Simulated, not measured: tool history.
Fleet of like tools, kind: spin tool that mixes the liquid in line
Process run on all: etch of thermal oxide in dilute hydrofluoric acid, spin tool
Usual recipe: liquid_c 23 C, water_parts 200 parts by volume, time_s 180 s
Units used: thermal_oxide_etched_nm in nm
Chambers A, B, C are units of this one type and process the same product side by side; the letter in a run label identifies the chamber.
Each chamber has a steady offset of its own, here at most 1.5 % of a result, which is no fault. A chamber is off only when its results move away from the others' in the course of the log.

run,hour,liquid_c,water_parts,time_s,"read-back film thickness of the thermal oxide reference wafer, read on the same gauge (nm)",thermal_oxide_etched_nm
1A,3.3,23,200,180,50.009,3.6897
2C,7.8,23,200,180,49.998,3.7066
3B,12.1,23,200,180,49.970,3.7459
4B,16.0,23,200,180,49.984,3.7040
5C,18.8,23,200,140,50.013,2.9192
6A,22.3,23,200,140,49.942,2.9151
7C,25.7,23,200,140,50.015,2.9160
8B,28.6,23,200,180,49.986,3.6692
9A,31.6,23,200,180,50.003,3.7768
10A,35.5,23,200,180,49.999,3.7779
11B,40.4,23,200,180,49.982,3.6085
12C,43.6,23,200,180,50.028,3.7242
13C,47.2,23,200,180,50.013,3.6984
14B,49.5,23,200,180,50.009,3.5825
15A,52.3,23,235,135,50.036,2.2899
16C,57.4,23,235,135,49.984,2.2922
17B,61.1,23,235,135,49.994,2.1730
18A,65.5,23,200,180,50.014,3.7685
19C,69.1,23,200,180,50.007,3.6970
20A,72.0,23,200,180,49.990,3.7438

All 3 chambers run these settings next. Forecast each chamber's results:
21A,75.7,23,200,180,,?
21B,75.7,23,200,180,,?
21C,75.7,23,200,180,,?

run,thermal_oxide_etched_nm
21A,3.7750
21B,3.5005
21C,3.7096
